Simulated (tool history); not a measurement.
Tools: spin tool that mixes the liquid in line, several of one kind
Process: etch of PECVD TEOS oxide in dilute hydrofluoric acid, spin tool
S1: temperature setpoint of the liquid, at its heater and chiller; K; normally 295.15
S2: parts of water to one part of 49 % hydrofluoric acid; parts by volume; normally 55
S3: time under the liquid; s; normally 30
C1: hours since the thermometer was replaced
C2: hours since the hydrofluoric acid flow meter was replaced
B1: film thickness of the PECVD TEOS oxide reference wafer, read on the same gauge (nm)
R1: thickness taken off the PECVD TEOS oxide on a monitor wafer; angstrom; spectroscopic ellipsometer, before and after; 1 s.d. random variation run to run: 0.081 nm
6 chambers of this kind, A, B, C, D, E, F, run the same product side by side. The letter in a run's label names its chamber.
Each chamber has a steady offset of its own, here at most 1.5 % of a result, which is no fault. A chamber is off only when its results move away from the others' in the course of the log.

{"run": "1D", "hour": 3.6, "S1": 295.15, "S2": 55, "S3": 30, "C1": 948.5, "C2": 200.5, "B1": 69.99, "R1": 132.74}
{"run": "2C", "hour": 9.1, "S1": 295.15, "S2": 55, "S3": 30, "C1": 1227.4, "C2": 369.2, "B1": 69.988, "R1": 133.89}
{"run": "3F", "hour": 14.5, "S1": 295.15, "S2": 55, "S3": 30, "C1": 1613.4, "C2": 819.1, "B1": 69.973, "R1": 131}
{"run": "4E", "hour": 18.2, "S1": 295.15, "S2": 55, "S3": 30, "C1": 181.7, "C2": 499.5, "B1": 70.002, "R1": 132.18}
{"run": "5B", "hour": 21.8, "S1": 295.15, "S2": 55, "S3": 30, "C1": 25.2, "C2": 802, "B1": 69.992, "R1": 131.89}
{"run": "6A", "hour": 27.2, "S1": 295.15, "S2": 55, "S3": 30, "C1": 1181.1, "C2": 465.8, "B1": 69.995, "R1": 131.97}
{"run": "7C", "hour": 30.3, "S1": 295.15, "S2": 55, "S3": 30, "C1": 1248.6, "C2": 390.4, "B1": 70.007, "R1": 133.08}
{"run": "8F", "hour": 34.8, "S1": 295.15, "S2": 35, "S3": 35, "C1": 1633.7, "C2": 839.4, "B1": 69.959, "R1": 252.14}
{"run": "9B", "hour": 39.7, "S1": 295.15, "S2": 35, "S3": 35, "C1": 43.1, "C2": 819.9, "B1": 69.983, "R1": 245.85}
{"run": "10D", "hour": 42.6, "S1": 295.15, "S2": 35, "S3": 35, "C1": 987.5, "C2": 239.5, "B1": 70.014, "R1": 248.45}
{"run": "11A", "hour": 46.7, "S1": 295.15, "S2": 35, "S3": 35, "C1": 1200.6, "C2": 485.3, "B1": 69.987, "R1": 250.57}
{"run": "12E", "hour": 50.4, "S1": 295.15, "S2": 35, "S3": 35, "C1": 213.9, "C2": 531.7, "B1": 69.995, "R1": 247.4}
{"run": "13E", "hour": 55.8, "S1": 295.15, "S2": 35, "S3": 35, "C1": 219.3, "C2": 537.1, "B1": 70.044, "R1": 247.34}
{"run": "14A", "hour": 60.2, "S1": 295.15, "S2": 55, "S3": 30, "C1": 1214.1, "C2": 498.8, "B1": 70.005, "R1": 133.02}
{"run": "15B", "hour": 62.9, "S1": 295.15, "S2": 55, "S3": 30, "C1": 66.3, "C2": 843.1, "B1": 70.006, "R1": 132.58}
{"run": "16C", "hour": 66.8, "S1": 295.15, "S2": 55, "S3": 30, "C1": 1285.1, "C2": 426.9, "B1": 69.998, "R1": 136.52}
{"run": "17F", "hour": 69.8, "S1": 295.15, "S2": 55, "S3": 30, "C1": 1668.7, "C2": 874.4, "B1": 69.982, "R1": 130.32}
{"run": "18D", "hour": 74.8, "S1": 295.15, "S2": 55, "S3": 30, "C1": 1019.7, "C2": 271.7, "B1": 70.027, "R1": 129.8}
{"run": "19E", "hour": 79.3, "S1": 295.15, "S2": 55, "S3": 30, "C1": 242.8, "C2": 560.6, "B1": 70.005, "R1": 133.65}
{"run": "20D", "hour": 83.9, "S1": 295.15, "S2": 55, "S3": 30, "C1": 1028.8, "C2": 280.8, "B1": 70.006, "R1": 131.98}
{"run": "21A", "hour": 88.7, "S1": 295.15, "S2": 55, "S3": 30, "C1": 1242.6, "C2": 527.3, "B1": 69.987, "R1": 133.21}
{"run": "22F", "hour": 93.4, "S1": 298.65, "S2": 55, "S3": 30, "C1": 1692.3, "C2": 898, "B1": 70.026, "R1": 151.37}
{"run": "23C", "hour": 98.6, "S1": 298.65, "S2": 55, "S3": 30, "C1": 1316.9, "C2": 458.7, "B1": 69.99, "R1": 159.68}
{"run": "24B", "hour": 103.8, "S1": 298.65, "S2": 55, "S3": 30, "C1": 107.2, "C2": 884, "B1": 69.979, "R1": 154.08}
{"run": "25E", "hour": 106.7, "S1": 298.65, "S2": 55, "S3": 30, "C1": 270.2, "C2": 588, "B1": 69.98, "R1": 152.76}
{"run": "26D", "hour": 112.1, "S1": 298.65, "S2": 55, "S3": 30, "C1": 1057, "C2": 309, "B1": 70.009, "R1": 149.72}
{"run": "27A", "hour": 115.2, "S1": 298.65, "S2": 55, "S3": 30, "C1": 1269.1, "C2": 553.8, "B1": 69.988, "R1": 153.07}
{"run": "28F", "hour": 118.9, "S1": 295.15, "S2": 55, "S3": 30, "C1": 1717.8, "C2": 923.5, "B1": 69.969, "R1": 130.57}
{"run": "29B", "hour": 121.4, "S1": 295.15, "S2": 55, "S3": 30, "C1": 124.8, "C2": 901.6, "B1": 70.034, "R1": 132.21}
{"run": "30C", "hour": 126.1, "S1": 297.15, "S2": 55, "S3": 30, "C1": 1344.4, "C2": 486.2, "B1": 69.995, "R1": 150.64}
{"run": "31E", "hour": 130.3, "S1": 297.15, "S2": 55, "S3": 30, "C1": 293.8, "C2": 611.6, "B1": 69.977, "R1": 142.91}
{"run": "32A", "hour": 135.1, "S1": 297.15, "S2": 55, "S3": 30, "C1": 1289, "C2": 573.7, "B1": 69.991, "R1": 145.62}
{"run": "33F", "hour": 139.8, "S1": 297.15, "S2": 55, "S3": 30, "C1": 1738.7, "C2": 944.4, "B1": 70.004, "R1": 142.74}
{"run": "34B", "hour": 142.8, "S1": 297.15, "S2": 55, "S3": 30, "C1": 146.2, "C2": 923, "B1": 70.001, "R1": 144.77}
{"run": "35D", "hour": 147.0, "S1": 297.15, "S2": 55, "S3": 30, "C1": 1091.9, "C2": 343.9, "B1": 69.98, "R1": 141.46}
{"run": "36C", "hour": 151.4, "S1": 295.15, "S2": 55, "S3": 30, "C1": 1369.7, "C2": 511.5, "B1": 69.993, "R1": 141.76}
{"run": "37E", "hour": 154.3, "S1": 295.15, "S2": 55, "S3": 30, "C1": 317.8, "C2": 635.6, "B1": 70.034, "R1": 132.64}
{"run": "38A", "hour": 158.9, "S1": 295.15, "S2": 55, "S3": 30, "C1": 1312.8, "C2": 597.5, "B1": 69.975, "R1": 134.27}

Does one chamber stand apart from the rest, does the shared gauge drift, or is all well apart from small per-chamber offsets? Give the chamber and the most likely cause, where there is one.

Chamber C drifts away from the others.
Likeliest cause: liquid hotter than its thermometer reads (K) = 1.63.
The log may not tell that from: hydrofluoric acid flow above the setpoint (%).

Which of the 4 candidates below, each the usual settings with something changed and its results left as question marks, puts chamber C back in line with what the other chambers give on the usual settings?
In-line tolerance around the mean of the other chambers on the usual settings: R1 2.8 angstrom
{"run": "39C-1", "hour": 162.8, "S1": 293.15, "S2": 55, "S3": 30, "R1": "?"}
{"run": "39C-2", "hour": 162.8, "S1": 295.65, "S2": 55, "S3": 30, "R1": "?"}
{"run": "39C-3", "hour": 162.8, "S1": 297.15, "S2": 55, "S3": 30, "R1": "?"}
{"run": "39C-4", "hour": 162.8, "S1": 294.65, "S2": 55, "S3": 30, "R1": "?"}

Average result of the remaining chambers running the usual settings: R1 132.25 angstrom
run=39C-1 R1=131.47
run=39C-2 R1=145.67
run=39C-3 R1=154.72
run=39C-4 R1=139.86
It is 39C-1 that realigns the chamber with its peers.
